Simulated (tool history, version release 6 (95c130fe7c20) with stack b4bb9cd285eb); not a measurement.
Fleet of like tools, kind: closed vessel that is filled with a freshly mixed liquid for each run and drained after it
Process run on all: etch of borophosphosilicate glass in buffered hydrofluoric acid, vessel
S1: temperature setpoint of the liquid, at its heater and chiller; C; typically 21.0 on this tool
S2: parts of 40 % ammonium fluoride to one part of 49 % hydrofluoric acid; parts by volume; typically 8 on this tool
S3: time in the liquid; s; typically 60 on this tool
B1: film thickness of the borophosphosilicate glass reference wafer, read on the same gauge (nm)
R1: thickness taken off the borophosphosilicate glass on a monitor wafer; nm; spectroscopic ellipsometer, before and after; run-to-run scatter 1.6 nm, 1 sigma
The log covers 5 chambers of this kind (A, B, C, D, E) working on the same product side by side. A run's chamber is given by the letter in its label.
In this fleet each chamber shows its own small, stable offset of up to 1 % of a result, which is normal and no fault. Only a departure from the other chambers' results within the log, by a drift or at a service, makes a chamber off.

| run | hour | S1 | S2 | S3 | B1 | R1 |
|---|---|---|---|---|---|---|
| 1D | 5.5 | 21.0 | 8 | 60 | 140.00 | 202.940 |
| 2A | 15.7 | 21.0 | 8 | 60 | 139.99 | 207.330 |
| 3C | 22.3 | 21.0 | 8 | 60 | 140.01 | 204.320 |
| 4B | 30.4 | 21.0 | 8 | 60 | 139.99 | 206.800 |
| 5E | 37.4 | 21.0 | 8 | 60 | 139.98 | 204.010 |
| 6A | 43.0 | 21.0 | 8 | 60 | 140.01 | 208.900 |
| 7C | 53.3 | 21.0 | 8 | 60 | 139.99 | 206.730 |
|  | 56.1 | chamber D: thermometer replaced |
| 8D | 59.9 | 21.0 | 8 | 30 | 139.98 | 101.760 |
| 9B | 66.4 | 21.0 | 8 | 30 | 140.03 | 102.840 |
| 10E | 75.6 | 21.0 | 8 | 30 | 140.03 | 103.490 |
| 11C | 81.5 | 21.0 | 8 | 30 | 139.99 | 101.690 |
| 12E | 88.5 | 21.0 | 8 | 30 | 140.01 | 101.500 |
| 13A | 98.8 | 17.5 | 8 | 35 | 140.01 | 99.355 |
| 14D | 107.8 | 17.5 | 8 | 35 | 140.03 | 97.457 |
| 15B | 115.5 | 17.5 | 8 | 35 | 139.99 | 98.639 |
| 16E | 123.0 | 17.5 | 8 | 35 | 140.02 | 98.460 |
|  | 123.8 | chamber C: hydrofluoric acid flow meter replaced |
| 17D | 131.5 | 17.5 | 8 | 35 | 139.98 | 98.333 |
| 18C | 139.4 | 21.0 | 8 | 60 | 139.98 | 205.880 |
|  | 146.2 | chamber D: hydrofluoric acid flow meter replaced |
| 19B | 149.1 | 21.0 | 8 | 60 | 140.00 | 209.570 |
| 20A | 156.8 | 21.0 | 8 | 60 | 139.97 | 207.190 |
| 21E | 162.1 | 17.5 | 8 | 60 | 140.02 | 170.000 |
| 22A | 172.2 | 17.5 | 8 | 60 | 139.96 | 170.620 |
| 23D | 177.5 | 17.5 | 8 | 60 | 140.01 | 167.730 |
| 24C | 187.2 | 17.5 | 8 | 60 | 140.05 | 169.030 |
| 25B | 196.0 | 17.5 | 8 | 60 | 140.00 | 168.760 |
| 26A | 202.1 | 21.0 | 8 | 60 | 139.98 | 204.410 |
| 27D | 212.4 | 21.0 | 8 | 60 | 140.00 | 204.470 |
| 28E | 220.7 | 17.0 | 6 | 60 | 140.01 | 215.350 |
| 29C | 229.1 | 17.0 | 6 | 60 | 140.00 | 219.760 |
| 30B | 239.6 | 17.0 | 6 | 60 | 140.01 | 218.790 |
| 31E | 244.5 | 17.0 | 6 | 60 | 140.00 | 221.010 |
|  | 245.5 | chamber A: hydrofluoric acid flow meter replaced |
| 32A | 252.8 | 17.0 | 6 | 60 | 140.04 | 219.340 |
| 33D | 262.4 | 21.0 | 8 | 60 | 140.01 | 202.680 |
| 34B | 267.7 | 21.0 | 8 | 60 | 139.96 | 208.430 |

Next, all 5 chambers run the settings below, one line each with question marks for the results. What does each chamber give?
| 35A | 275.2 | 21.0 | 8 | 60 |  | ? |
| 35B | 275.2 | 21.0 | 8 | 60 |  | ? |
| 35C | 275.2 | 21.0 | 8 | 60 |  | ? |
| 35D | 275.2 | 21.0 | 8 | 60 |  | ? |
| 35E | 275.2 | 21.0 | 8 | 60 |  | ? |

| run | R1 |
|---|---|
| 35A | 206.510 |
| 35B | 207.600 |
| 35C | 203.430 |
| 35D | 204.980 |
| 35E | 205.700 |

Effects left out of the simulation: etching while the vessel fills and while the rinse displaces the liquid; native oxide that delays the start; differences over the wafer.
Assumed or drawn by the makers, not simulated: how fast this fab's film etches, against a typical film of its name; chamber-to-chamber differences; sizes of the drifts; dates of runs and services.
